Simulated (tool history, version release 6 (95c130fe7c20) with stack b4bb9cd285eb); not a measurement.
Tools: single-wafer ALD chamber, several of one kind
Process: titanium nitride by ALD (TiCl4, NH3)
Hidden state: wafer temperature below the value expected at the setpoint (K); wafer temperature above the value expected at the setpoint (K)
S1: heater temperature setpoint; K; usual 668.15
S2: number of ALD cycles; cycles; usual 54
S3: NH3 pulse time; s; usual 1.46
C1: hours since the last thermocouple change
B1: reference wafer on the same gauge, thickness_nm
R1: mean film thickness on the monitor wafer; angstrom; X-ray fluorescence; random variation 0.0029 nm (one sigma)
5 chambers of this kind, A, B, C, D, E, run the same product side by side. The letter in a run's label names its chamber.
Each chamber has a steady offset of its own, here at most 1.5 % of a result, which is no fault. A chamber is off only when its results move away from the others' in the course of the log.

Run 1C, hour 6.1: usual settings; C1 251; B1 0.94989. Result: R1 11.638 angstrom.
Run 2A, hour 12: usual settings; C1 991.9; B1 0.94959. Result: R1 11.524 angstrom.
Run 3D, hour 19.3: usual settings; C1 1187.7; B1 0.95028. Result: R1 11.634 angstrom.
Run 4E, hour 25.3: usual settings; C1 240.4; B1 0.95028. Result: R1 11.769 angstrom.
Run 5B, hour 31: usual settings; C1 724.8; B1 0.94996. Result: R1 11.613 angstrom.
Run 6B, hour 37.9: usual settings; C1 731.7; B1 0.9501. Result: R1 11.593 angstrom.
Run 7E, hour 44.9: usual settings; C1 260; B1 0.95021. Result: R1 11.699 angstrom.
Run 8C, hour 52.1: usual settings; C1 297; B1 0.94945. Result: R1 11.642 angstrom.
Run 9A, hour 58: usual settings; C1 1037.9; B1 0.95058. Result: R1 11.571 angstrom.
Run 10D, hour 62.4: usual settings; C1 1230.8; B1 0.94974. Result: R1 11.658 angstrom.
Run 11D, hour 66.3: usual settings; C1 1234.7; B1 0.94959. Result: R1 11.625 angstrom.
Run 12E, hour 73.4: usual settings but S1 676.15 K, S3 1.87 s; C1 288.5; B1 0.94993. Result: R1 11.991 angstrom.
Run 13C, hour 80: usual settings but S1 676.15 K, S3 1.87 s; C1 324.9; B1 0.94976. Result: R1 11.838 angstrom.
Run 14B, hour 85.2: usual settings but S1 676.15 K, S3 1.87 s; C1 779; B1 0.95. Result: R1 11.815 angstrom.
Run 15A, hour 92.2: usual settings but S1 676.15 K, S3 1.87 s; C1 1072.1; B1 0.94966. Result: R1 11.787 angstrom.
At hour 92.5: chamber D: thermocouple changed; heater temperature recalibrated.
Run 16D, hour 95.5: usual settings but S1 676.15 K, S3 1.87 s; C1 3.1; B1 0.9502. Result: R1 11.89 angstrom.
Run 17A, hour 99.6: usual settings; C1 1079.5; B1 0.95012. Result: R1 11.54 angstrom.
Run 18C, hour 105.1: usual settings; C1 350; B1 0.95007. Result: R1 11.629 angstrom.
Run 19E, hour 109.6: usual settings; C1 324.7; B1 0.94972. Result: R1 11.684 angstrom.
Run 20B, hour 115: usual settings; C1 808.8; B1 0.95015. Result: R1 11.621 angstrom.
Run 21D, hour 118.6: usual settings but S3 1.75 s; C1 26.2; B1 0.95058. Result: R1 11.771 angstrom.
Run 22E, hour 123.9: usual settings but S3 1.75 s; C1 339; B1 0.9491. Result: R1 11.765 angstrom.
Run 23B, hour 130.7: usual settings but S3 1.75 s; C1 824.5; B1 0.95055. Result: R1 11.684 angstrom.
Run 24C, hour 134.8: usual settings but S3 1.75 s; C1 379.7; B1 0.95004. Result: R1 11.766 angstrom.
Run 25A, hour 140.3: usual settings but S3 1.75 s; C1 1120.2; B1 0.95068. Result: R1 11.672 angstrom.
Run 26C, hour 146.3: usual settings but S3 0.96 s; C1 391.2; B1 0.94968. Result: R1 11.339 angstrom.
Run 27B, hour 153: usual settings but S3 0.96 s; C1 846.8; B1 0.94978. Result: R1 11.33 angstrom.
Run 28E, hour 159.5: usual settings but S3 0.96 s; C1 374.6; B1 0.95055. Result: R1 11.415 angstrom.
Run 29D, hour 166.5: usual settings but S3 0.96 s; C1 74.1; B1 0.94959. Result: R1 11.375 angstrom.
Run 30A, hour 172.4: usual settings but S3 0.96 s; C1 1152.3; B1 0.94967. Result: R1 11.264 angstrom.
Run 31A, hour 179.4: usual settings; C1 1159.3; B1 0.94984. Result: R1 11.527 angstrom.
Run 32D, hour 185.4: usual settings; C1 93; B1 0.95012. Result: R1 11.602 angstrom.
Run 33C, hour 188.7: usual settings; C1 433.6; B1 0.94988. Result: R1 11.649 angstrom.
Run 34E, hour 194.7: usual settings; C1 409.8; B1 0.95039. Result: R1 11.68 angstrom.
Run 35B, hour 201.2: usual settings but S3 1.87 s; C1 895; B1 0.94957. Result: R1 11.727 angstrom.
Run 36B, hour 208.3: usual settings but S3 1.87 s; C1 902.1; B1 0.94959. Result: R1 11.715 angstrom.
Run 37E, hour 212.5: usual settings but S3 1.87 s; C1 427.6; B1 0.94993. Result: R1 11.863 angstrom.

Is one chamber off against the others, does the gauge drift, or is nothing wrong? If a chamber is off, say which, and what the likeliest cause is.

No chamber stands off beyond its own small offset, and the gauge holds steady.
